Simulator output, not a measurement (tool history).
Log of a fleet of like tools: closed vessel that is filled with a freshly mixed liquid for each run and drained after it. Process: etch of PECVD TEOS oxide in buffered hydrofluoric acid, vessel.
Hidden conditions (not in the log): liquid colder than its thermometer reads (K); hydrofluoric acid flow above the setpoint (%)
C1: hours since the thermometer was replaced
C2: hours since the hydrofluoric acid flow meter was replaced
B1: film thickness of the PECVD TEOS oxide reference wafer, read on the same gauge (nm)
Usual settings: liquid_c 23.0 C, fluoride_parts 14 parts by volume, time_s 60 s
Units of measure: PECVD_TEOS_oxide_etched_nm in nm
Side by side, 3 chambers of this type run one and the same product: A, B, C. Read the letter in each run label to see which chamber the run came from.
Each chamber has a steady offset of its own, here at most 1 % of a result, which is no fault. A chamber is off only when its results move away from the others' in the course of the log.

{"run": "1B", "day": 0.2, "liquid_c": 23.0, "fluoride_parts": 14, "time_s": 60, "C1": 1188.1, "C2": 342.6, "B1": 60.021, "PECVD_TEOS_oxide_etched_nm": 56.527}
{"run": "2C", "day": 0.362, "liquid_c": 23.0, "fluoride_parts": 14, "time_s": 60, "C1": 1775.1, "C2": 397.7, "B1": 59.974, "PECVD_TEOS_oxide_etched_nm": 55.941}
{"run": "3A", "day": 0.488, "liquid_c": 23.0, "fluoride_parts": 14, "time_s": 60, "C1": 641.3, "C2": 23.7, "B1": 59.984, "PECVD_TEOS_oxide_etched_nm": 55.766}
{"day": 0.679, "done": "chamber C: thermometer replaced"}
{"run": "4C", "day": 0.688, "liquid_c": 23.0, "fluoride_parts": 14, "time_s": 60, "C1": 0.2, "C2": 405.5, "B1": 59.987, "PECVD_TEOS_oxide_etched_nm": 57.447}
{"run": "5A", "day": 0.85, "liquid_c": 23.0, "fluoride_parts": 14, "time_s": 60, "C1": 650.0, "C2": 32.4, "B1": 59.99, "PECVD_TEOS_oxide_etched_nm": 55.707}
{"run": "6B", "day": 1.1, "liquid_c": 23.0, "fluoride_parts": 14, "time_s": 60, "C1": 1209.7, "C2": 364.2, "B1": 60.004, "PECVD_TEOS_oxide_etched_nm": 55.144}
{"day": 1.342, "done": "chamber C: hydrofluoric acid flow meter replaced"}
{"run": "7C", "day": 1.379, "liquid_c": 23.0, "fluoride_parts": 14, "time_s": 60, "C1": 16.8, "C2": 1.0, "B1": 59.968, "PECVD_TEOS_oxide_etched_nm": 56.486}
{"run": "8B", "day": 1.55, "liquid_c": 23.0, "fluoride_parts": 14, "time_s": 60, "C1": 1220.5, "C2": 375.0, "B1": 60.021, "PECVD_TEOS_oxide_etched_nm": 55.083}
{"run": "9A", "day": 1.729, "liquid_c": 23.0, "fluoride_parts": 14, "time_s": 60, "C1": 671.1, "C2": 53.5, "B1": 59.952, "PECVD_TEOS_oxide_etched_nm": 56.82}
{"run": "10C", "day": 1.996, "liquid_c": 23.0, "fluoride_parts": 16, "time_s": 85, "C1": 31.6, "C2": 15.8, "B1": 59.997, "PECVD_TEOS_oxide_etched_nm": 70.714}
{"run": "11A", "day": 2.121, "liquid_c": 23.0, "fluoride_parts": 16, "time_s": 85, "C1": 680.5, "C2": 62.9, "B1": 60.011, "PECVD_TEOS_oxide_etched_nm": 70.56}
{"run": "12B", "day": 2.346, "liquid_c": 23.0, "fluoride_parts": 16, "time_s": 85, "C1": 1239.6, "C2": 394.1, "B1": 59.992, "PECVD_TEOS_oxide_etched_nm": 68.994}
{"run": "13A", "day": 2.483, "liquid_c": 23.0, "fluoride_parts": 14, "time_s": 60, "C1": 689.2, "C2": 71.6, "B1": 60.048, "PECVD_TEOS_oxide_etched_nm": 56.711}
{"run": "14B", "day": 2.683, "liquid_c": 19.5, "fluoride_parts": 14, "time_s": 60, "C1": 1247.7, "C2": 402.2, "B1": 60.009, "PECVD_TEOS_oxide_etched_nm": 45.222}
{"run": "15C", "day": 2.838, "liquid_c": 19.5, "fluoride_parts": 14, "time_s": 60, "C1": 51.8, "C2": 36.0, "B1": 59.963, "PECVD_TEOS_oxide_etched_nm": 47.014}
{"run": "16B", "day": 3.058, "liquid_c": 19.5, "fluoride_parts": 14, "time_s": 60, "C1": 1256.7, "C2": 411.2, "B1": 60.003, "PECVD_TEOS_oxide_etched_nm": 45.109}
{"run": "17C", "day": 3.321, "liquid_c": 23.0, "fluoride_parts": 14, "time_s": 60, "C1": 63.4, "C2": 47.6, "B1": 59.97, "PECVD_TEOS_oxide_etched_nm": 56.075}
{"run": "18A", "day": 3.55, "liquid_c": 23.0, "fluoride_parts": 14, "time_s": 60, "C1": 714.8, "C2": 97.2, "B1": 60.005, "PECVD_TEOS_oxide_etched_nm": 55.862}
{"run": "19A", "day": 3.783, "liquid_c": 23.0, "fluoride_parts": 14, "time_s": 60, "C1": 720.4, "C2": 102.8, "B1": 60.057, "PECVD_TEOS_oxide_etched_nm": 56.885}
{"run": "20C", "day": 3.908, "liquid_c": 23.0, "fluoride_parts": 14, "time_s": 60, "C1": 77.5, "C2": 61.7, "B1": 60.023, "PECVD_TEOS_oxide_etched_nm": 56.946}
{"run": "21B", "day": 4.183, "liquid_c": 23.0, "fluoride_parts": 14, "time_s": 60, "C1": 1283.7, "C2": 438.2, "B1": 59.992, "PECVD_TEOS_oxide_etched_nm": 53.859}
{"run": "22B", "day": 4.408, "liquid_c": 23.0, "fluoride_parts": 14, "time_s": 60, "C1": 1289.1, "C2": 443.6, "B1": 59.987, "PECVD_TEOS_oxide_etched_nm": 53.679}
{"run": "23A", "day": 4.592, "liquid_c": 23.0, "fluoride_parts": 14, "time_s": 95, "C1": 739.8, "C2": 122.2, "B1": 60.028, "PECVD_TEOS_oxide_etched_nm": 89.08}
{"run": "24C", "day": 4.825, "liquid_c": 23.0, "fluoride_parts": 14, "time_s": 95, "C1": 99.5, "C2": 83.7, "B1": 60.043, "PECVD_TEOS_oxide_etched_nm": 89.444}
{"run": "25C", "day": 5.067, "liquid_c": 23.0, "fluoride_parts": 14, "time_s": 95, "C1": 105.3, "C2": 89.5, "B1": 59.995, "PECVD_TEOS_oxide_etched_nm": 88.968}
{"run": "26B", "day": 5.267, "liquid_c": 21.0, "fluoride_parts": 12, "time_s": 60, "C1": 1309.7, "C2": 464.2, "B1": 59.954, "PECVD_TEOS_oxide_etched_nm": 55.283}
{"run": "27A", "day": 5.521, "liquid_c": 21.0, "fluoride_parts": 12, "time_s": 60, "C1": 762.1, "C2": 144.5, "B1": 59.998, "PECVD_TEOS_oxide_etched_nm": 58.758}
{"run": "28A", "day": 5.688, "liquid_c": 21.0, "fluoride_parts": 12, "time_s": 60, "C1": 766.1, "C2": 148.5, "B1": 59.955, "PECVD_TEOS_oxide_etched_nm": 57.771}
{"run": "29B", "day": 5.929, "liquid_c": 23.0, "fluoride_parts": 14, "time_s": 60, "C1": 1325.6, "C2": 480.1, "B1": 59.997, "PECVD_TEOS_oxide_etched_nm": 52.181}
{"run": "30C", "day": 6.054, "liquid_c": 23.0, "fluoride_parts": 14, "time_s": 60, "C1": 129.0, "C2": 113.2, "B1": 60.013, "PECVD_TEOS_oxide_etched_nm": 56.381}
{"run": "31A", "day": 6.279, "liquid_c": 26.0, "fluoride_parts": 9, "time_s": 60, "C1": 780.3, "C2": 162.7, "B1": 60.013, "PECVD_TEOS_oxide_etched_nm": 98.817}
{"run": "32B", "day": 6.538, "liquid_c": 26.0, "fluoride_parts": 9, "time_s": 60, "C1": 1340.2, "C2": 494.7, "B1": 59.968, "PECVD_TEOS_oxide_etched_nm": 92.132}
{"run": "33C", "day": 6.754, "liquid_c": 26.0, "fluoride_parts": 9, "time_s": 60, "C1": 145.8, "C2": 130.0, "B1": 60.011, "PECVD_TEOS_oxide_etched_nm": 98.897}
{"run": "34A", "day": 6.942, "liquid_c": 23.0, "fluoride_parts": 14, "time_s": 60, "C1": 796.2, "C2": 178.6, "B1": 60.016, "PECVD_TEOS_oxide_etched_nm": 56.937}
{"run": "35C", "day": 7.171, "liquid_c": 23.0, "fluoride_parts": 14, "time_s": 60, "C1": 155.8, "C2": 140.0, "B1": 59.979, "PECVD_TEOS_oxide_etched_nm": 57.065}
{"run": "36B", "day": 7.429, "liquid_c": 23.0, "fluoride_parts": 14, "time_s": 60, "C1": 1361.6, "C2": 516.1, "B1": 60.035, "PECVD_TEOS_oxide_etched_nm": 51.738}
{"run": "37C", "day": 7.554, "liquid_c": 23.0, "fluoride_parts": 14, "time_s": 60, "C1": 165.0, "C2": 149.2, "B1": 60.005, "PECVD_TEOS_oxide_etched_nm": 56.048}
{"run": "38A", "day": 7.762, "liquid_c": 23.0, "fluoride_parts": 14, "time_s": 60, "C1": 815.9, "C2": 198.3, "B1": 59.961, "PECVD_TEOS_oxide_etched_nm": 56.594}
{"run": "39B", "day": 7.896, "liquid_c": 23.0, "fluoride_parts": 14, "time_s": 60, "C1": 1372.8, "C2": 527.3, "B1": 60.049, "PECVD_TEOS_oxide_etched_nm": 50.125}
{"run": "40A", "day": 8.15, "liquid_c": 23.0, "fluoride_parts": 14, "time_s": 60, "C1": 825.2, "C2": 207.6, "B1": 60.016, "PECVD_TEOS_oxide_etched_nm": 56.301}
{"run": "41B", "day": 8.275, "liquid_c": 23.0, "fluoride_parts": 14, "time_s": 60, "C1": 1381.9, "C2": 536.4, "B1": 59.991, "PECVD_TEOS_oxide_etched_nm": 51.297}

For the next run the whole fleet of 3 chambers uses the same settings. Give each chamber's results:
{"run": "42A", "day": 8.475, "liquid_c": 23.0, "fluoride_parts": 14, "time_s": 60, "PECVD_TEOS_oxide_etched_nm": "?"}
{"run": "42B", "day": 8.475, "liquid_c": 23.0, "fluoride_parts": 14, "time_s": 60, "PECVD_TEOS_oxide_etched_nm": "?"}
{"run": "42C", "day": 8.475, "liquid_c": 23.0, "fluoride_parts": 14, "time_s": 60, "PECVD_TEOS_oxide_etched_nm": "?"}

run=42A PECVD_TEOS_oxide_etched_nm=56.377
run=42B PECVD_TEOS_oxide_etched_nm=50.191
run=42C PECVD_TEOS_oxide_etched_nm=57.679
